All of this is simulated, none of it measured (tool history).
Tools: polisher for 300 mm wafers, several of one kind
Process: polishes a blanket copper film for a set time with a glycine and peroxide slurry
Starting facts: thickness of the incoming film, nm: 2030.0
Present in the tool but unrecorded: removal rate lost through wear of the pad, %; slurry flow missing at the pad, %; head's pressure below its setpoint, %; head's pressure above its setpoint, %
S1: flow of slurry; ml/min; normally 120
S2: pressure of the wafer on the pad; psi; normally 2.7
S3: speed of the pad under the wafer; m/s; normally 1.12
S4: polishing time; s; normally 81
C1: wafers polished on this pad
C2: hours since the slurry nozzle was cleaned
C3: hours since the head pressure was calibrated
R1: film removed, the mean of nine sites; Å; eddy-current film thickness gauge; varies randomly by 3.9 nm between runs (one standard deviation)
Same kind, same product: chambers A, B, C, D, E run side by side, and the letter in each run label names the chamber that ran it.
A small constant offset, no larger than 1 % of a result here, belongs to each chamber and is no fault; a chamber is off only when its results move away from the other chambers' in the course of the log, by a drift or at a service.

{"run": "1D", "day": 0.308, "S1": 120, "S2": 2.7, "S3": 1.12, "S4": 81, "C1": 201, "C2": 118.3, "C3": 227, "R1": 5226.9}
{"run": "2A", "day": 0.629, "S1": 120, "S2": 2.7, "S3": 1.12, "S4": 81, "C1": 213, "C2": 42.2, "C3": 508.8, "R1": 5214.3}
{"day": 0.708, "done": "chamber E: worn pad replaced by a new one"}
{"day": 0.746, "done": "chamber C: worn pad replaced by a new one"}
{"run": "3E", "day": 0.942, "S1": 120, "S2": 2.7, "S3": 1.12, "S4": 81, "C1": 63, "C2": 232.9, "C3": 218.2, "R1": 5243.9}
{"run": "4C", "day": 1.221, "S1": 120, "S2": 2.7, "S3": 1.12, "S4": 81, "C1": 129, "C2": 194.5, "C3": 765.3, "R1": 5146.9}
{"run": "5B", "day": 1.488, "S1": 120, "S2": 2.7, "S3": 1.12, "S4": 81, "C1": 1014, "C2": 492.2, "C3": 951.3, "R1": 5221}
{"run": "6D", "day": 1.792, "S1": 120, "S2": 2.7, "S3": 1.12, "S4": 81, "C1": 603, "C2": 153.9, "C3": 262.6, "R1": 5265.6}
{"day": 1.854, "done": "chamber D: worn pad replaced by a new one"}
{"run": "7A", "day": 1.942, "S1": 120, "S2": 3.1, "S3": 1.12, "S4": 81, "C1": 569, "C2": 73.7, "C3": 540.3, "R1": 5852.2}
{"run": "8B", "day": 2.138, "S1": 120, "S2": 3.1, "S3": 1.12, "S4": 81, "C1": 1190, "C2": 507.8, "C3": 966.9, "R1": 5780.2}
{"day": 2.354, "done": "chamber B: worn pad replaced by a new one"}
{"run": "9E", "day": 2.438, "S1": 120, "S2": 3.1, "S3": 1.12, "S4": 81, "C1": 468, "C2": 268.8, "C3": 254.1, "R1": 5862.6}
{"run": "10C", "day": 2.658, "S1": 120, "S2": 3.1, "S3": 1.12, "S4": 81, "C1": 518, "C2": 229, "C3": 799.8, "R1": 5939}
{"run": "11A", "day": 2.9, "S1": 120, "S2": 3.1, "S3": 1.12, "S4": 81, "C1": 829, "C2": 96.7, "C3": 563.3, "R1": 5906.1}
{"run": "12C", "day": 3.233, "S1": 120, "S2": 2.7, "S3": 1.12, "S4": 81, "C1": 674, "C2": 242.8, "C3": 813.6, "R1": 5232.2}
{"run": "13B", "day": 3.529, "S1": 120, "S2": 3, "S3": 1.12, "S4": 65, "C1": 319, "C2": 541.2, "C3": 1000.3, "R1": 4500.8}
{"run": "14D", "day": 3.829, "S1": 120, "S2": 3, "S3": 1.12, "S4": 65, "C1": 535, "C2": 202.8, "C3": 311.5, "R1": 4569.3}
{"day": 3.975, "done": "chamber D: worn pad replaced by a new one"}
{"run": "15E", "day": 4.083, "S1": 120, "S2": 3, "S3": 1.12, "S4": 65, "C1": 914, "C2": 308.3, "C3": 293.6, "R1": 4543.1}
{"run": "16B", "day": 4.279, "S1": 120, "S2": 3, "S3": 1.12, "S4": 65, "C1": 522, "C2": 559.2, "C3": 1018.3, "R1": 4568.2}
{"run": "17D", "day": 4.562, "S1": 120, "S2": 3, "S3": 1.12, "S4": 65, "C1": 159, "C2": 220.4, "C3": 329.1, "R1": 4642.7}
{"day": 4.796, "done": "chamber A: worn pad replaced by a new one"}
{"run": "18E", "day": 4.796, "S1": 120, "S2": 2.7, "S3": 1.12, "S4": 81, "C1": 1107, "C2": 325.4, "C3": 310.7, "R1": 5191.6}
{"day": 4.85, "done": "chamber E: worn pad replaced by a new one"}
{"run": "19A", "day": 4.996, "S1": 120, "S2": 2.7, "S3": 1.12, "S4": 81, "C1": 54, "C2": 147, "C3": 613.6, "R1": 5146}
{"day": 5.021, "done": "chamber C: slurry nozzle cleaned"}
{"run": "20C", "day": 5.225, "S1": 120, "S2": 2.7, "S3": 1.12, "S4": 81, "C1": 1214, "C2": 5, "C3": 861.4, "R1": 5171.6}
{"run": "21C", "day": 5.458, "S1": 120, "S2": 2.7, "S3": 1.12, "S4": 81, "C1": 1277, "C2": 10.6, "C3": 867, "R1": 5211.6}
{"day": 5.533, "done": "chamber C: worn pad replaced by a new one"}
{"run": "22D", "day": 5.733, "S1": 120, "S2": 2.7, "S3": 1.12, "S4": 81, "C1": 476, "C2": 248.5, "C3": 357.2, "R1": 5227.1}
{"run": "23E", "day": 5.9, "S1": 120, "S2": 2.7, "S3": 1.12, "S4": 81, "C1": 284, "C2": 351.9, "C3": 337.2, "R1": 5269.3}
{"day": 6.167, "done": "chamber D: worn pad replaced by a new one"}
{"run": "24A", "day": 6.208, "S1": 120, "S2": 2.7, "S3": 1.12, "S4": 81, "C1": 383, "C2": 176.1, "C3": 642.7, "R1": 5203.5}
{"run": "25B", "day": 6.446, "S1": 120, "S2": 2.7, "S3": 1.12, "S4": 81, "C1": 1109, "C2": 611.2, "C3": 1070.3, "R1": 5155.9}
{"run": "26B", "day": 6.683, "S1": 120, "S2": 2.7, "S3": 1.12, "S4": 81, "C1": 1174, "C2": 616.9, "C3": 1076, "R1": 5211.5}
{"run": "27E", "day": 6.85, "S1": 120, "S2": 2.7, "S3": 1.12, "S4": 81, "C1": 542, "C2": 374.7, "C3": 360, "R1": 5225.5}
{"run": "28A", "day": 7.129, "S1": 120, "S2": 2.7, "S3": 1.12, "S4": 81, "C1": 633, "C2": 198.2, "C3": 664.8, "R1": 5208.4}
{"run": "29D", "day": 7.392, "S1": 120, "S2": 2.7, "S3": 1.12, "S4": 81, "C1": 332, "C2": 288.3, "C3": 397, "R1": 5267}
{"day": 7.408, "done": "chamber B: head pressure recalibrated"}
{"day": 7.525, "done": "chamber B: worn pad replaced by a new one"}
{"run": "30C", "day": 7.633, "S1": 120, "S2": 2, "S3": 1.12, "S4": 91, "C1": 569, "C2": 62.8, "C3": 919.2, "R1": 4553}
{"run": "31A", "day": 7.908, "S1": 120, "S2": 2, "S3": 1.12, "S4": 91, "C1": 844, "C2": 216.9, "C3": 683.5, "R1": 4608.7}
{"run": "32E", "day": 8.054, "S1": 120, "S2": 2, "S3": 1.12, "S4": 91, "C1": 868, "C2": 403.6, "C3": 388.9, "R1": 4532.8}
{"day": 8.192, "done": "chamber D: worn pad replaced by a new one"}
{"run": "33B", "day": 8.288, "S1": 120, "S2": 2, "S3": 1.12, "S4": 91, "C1": 207, "C2": 655.4, "C3": 21.1, "R1": 4564.9}
{"run": "34C", "day": 8.588, "S1": 120, "S2": 2, "S3": 1.12, "S4": 91, "C1": 828, "C2": 85.7, "C3": 942.1, "R1": 4596.4}
{"run": "35D", "day": 8.896, "S1": 120, "S2": 2.7, "S3": 1.12, "S4": 81, "C1": 190, "C2": 324.4, "C3": 433.1, "R1": 5208.2}
{"day": 9.188, "done": "chamber A: worn pad replaced by a new one"}
{"run": "36C", "day": 9.221, "S1": 120, "S2": 2.7, "S3": 1.12, "S4": 81, "C1": 1000, "C2": 100.9, "C3": 957.3, "R1": 5195.3}
{"day": 9.254, "done": "chamber A: slurry nozzle cleaned"}
{"day": 9.329, "done": "chamber E: worn pad replaced by a new one"}
{"run": "37D", "day": 9.421, "S1": 120, "S2": 2.7, "S3": 1.12, "S4": 81, "C1": 333, "C2": 337, "C3": 445.7, "R1": 5261.9}
{"run": "38B", "day": 9.575, "S1": 120, "S2": 2.7, "S3": 1.12, "S4": 81, "C1": 556, "C2": 686.3, "C3": 52, "R1": 5153.3}
{"day": 9.658, "done": "chamber C: worn pad replaced by a new one"}
{"run": "39E", "day": 9.817, "S1": 120, "S2": 2.7, "S3": 1.12, "S4": 81, "C1": 132, "C2": 445.9, "C3": 431.2, "R1": 5244}
{"run": "40A", "day": 10.004, "S1": 120, "S2": 2.7, "S3": 1.12, "S4": 81, "C1": 222, "C2": 18.1, "C3": 733.8, "R1": 5277.2}
{"run": "41C", "day": 10.217, "S1": 95, "S2": 2.7, "S3": 1.12, "S4": 81, "C1": 151, "C2": 124.8, "C3": 981.2, "R1": 4872.4}
{"run": "42B", "day": 10.367, "S1": 95, "S2": 2.7, "S3": 1.12, "S4": 81, "C1": 770, "C2": 705.3, "C3": 71, "R1": 4914.3}
{"run": "43A", "day": 10.608, "S1": 95, "S2": 2.7, "S3": 1.12, "S4": 81, "C1": 385, "C2": 32.6, "C3": 748.3, "R1": 4942.6}

All chambers now run identical settings, listed one chamber a line with results as question marks. What results will each chamber show?
{"run": "44A", "day": 10.846, "S1": 120, "S2": 2.7, "S3": 1.12, "S4": 59, "R1": "?"}
{"run": "44B", "day": 10.846, "S1": 120, "S2": 2.7, "S3": 1.12, "S4": 59, "R1": "?"}
{"run": "44C", "day": 10.846, "S1": 120, "S2": 2.7, "S3": 1.12, "S4": 59, "R1": "?"}
{"run": "44D", "day": 10.846, "S1": 120, "S2": 2.7, "S3": 1.12, "S4": 59, "R1": "?"}
{"run": "44E", "day": 10.846, "S1": 120, "S2": 2.7, "S3": 1.12, "S4": 59, "R1": "?"}

run=44A R1=3756.9
run=44B R1=3751.4
run=44C R1=3740.9
run=44D R1=3794.8
run=44E R1=3764.9
